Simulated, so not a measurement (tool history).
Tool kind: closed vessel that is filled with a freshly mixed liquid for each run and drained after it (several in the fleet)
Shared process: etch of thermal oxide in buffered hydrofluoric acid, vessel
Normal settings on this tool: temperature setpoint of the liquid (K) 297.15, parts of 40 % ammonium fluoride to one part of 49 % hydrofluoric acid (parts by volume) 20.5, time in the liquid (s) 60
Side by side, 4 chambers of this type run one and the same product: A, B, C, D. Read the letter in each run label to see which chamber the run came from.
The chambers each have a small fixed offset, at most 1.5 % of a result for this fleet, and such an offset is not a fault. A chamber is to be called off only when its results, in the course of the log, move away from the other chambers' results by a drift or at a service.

run,hour,temperature setpoint of the liquid (K),parts of 40 % ammonium fluoride to one part of 49 % hydrofluoric acid (parts by volume),time in the liquid (s),"read-back film thickness of the thermal oxide reference wafer, read on the same gauge (nm)",thickness taken off the thermal oxide on a monitor wafer (nm)
1D,10.2,297.15,20.5,60,150.02,34.819
2A,16.3,297.15,20.5,60,150.01,35.486
3B,22.4,297.15,20.5,60,149.97,35.444
4C,32.1,297.15,20.5,60,149.98,35.019
5A,43.9,297.15,20.5,60,149.97,35.500
6D,54.9,297.15,20.5,60,149.94,34.923
7C,67.0,297.15,20.5,60,150.01,35.023
8B,79.0,297.15,20.5,60,150.01,35.342
9B,87.6,297.15,20.5,60,149.98,35.205
10D,94.7,297.15,20.5,60,149.96,34.937
11A,104.1,297.15,20.5,60,150.02,35.787
12C,111.8,297.15,20.5,60,150.01,35.003
13C,121.8,297.15,20.5,60,150.02,35.017
# hour 130.2: chamber D: thermometer replaced
14B,131.7,293.65,13.5,60,149.97,43.781
15D,141.3,293.65,13.5,60,149.99,43.465
16A,149.1,293.65,13.5,60,149.97,45.544
17A,157.8,293.65,13.5,60,150.02,45.826
18B,168.2,293.65,20.5,60,149.98,29.141
19C,175.5,293.65,20.5,60,149.95,29.114
20D,182.1,293.65,20.5,60,150.03,28.823
21D,189.4,293.65,20.5,60,149.99,28.814
22A,201.9,297.15,20.5,60,150.00,36.700
23B,212.0,297.15,20.5,60,150.03,35.409
24C,219.1,297.15,25.0,30,149.98,15.177

One chamber off, gauge drift, or nothing amiss beyond the chambers' own small offsets? If it is a chamber, which one, and what is the likeliest cause?

Little by little, chamber A moves away from the other chambers.
What lies behind it: hydrofluoric acid flow above the setpoint (%) = 6.18.
The log may not separate it from: liquid hotter than its thermometer reads (K).

Chamber A could run next with any of the 4 candidate recipes listed below; each alters the usual settings, and their results appear as question marks. Which one brings its results back in line with what the other chambers deliver on the usual settings?
In line means no further than this from the other chambers' mean on the usual settings: thickness taken off the thermal oxide on a monitor wafer (nm) 0.600
25A-1,228.4,297.15,20.0,60,,?
25A-2,228.4,297.15,22.0,60,,?
25A-3,228.4,296.65,20.5,60,,?
25A-4,228.4,298.15,20.5,60,,?

Other chambers, usual settings, mean: thickness taken off the thermal oxide on a monitor wafer (nm) 35.060
run,thickness taken off the thermal oxide on a monitor wafer (nm)
25A-1,38.138
25A-2,35.051
25A-3,36.203
25A-4,39.273
25A-2 brings the chamber back in line.

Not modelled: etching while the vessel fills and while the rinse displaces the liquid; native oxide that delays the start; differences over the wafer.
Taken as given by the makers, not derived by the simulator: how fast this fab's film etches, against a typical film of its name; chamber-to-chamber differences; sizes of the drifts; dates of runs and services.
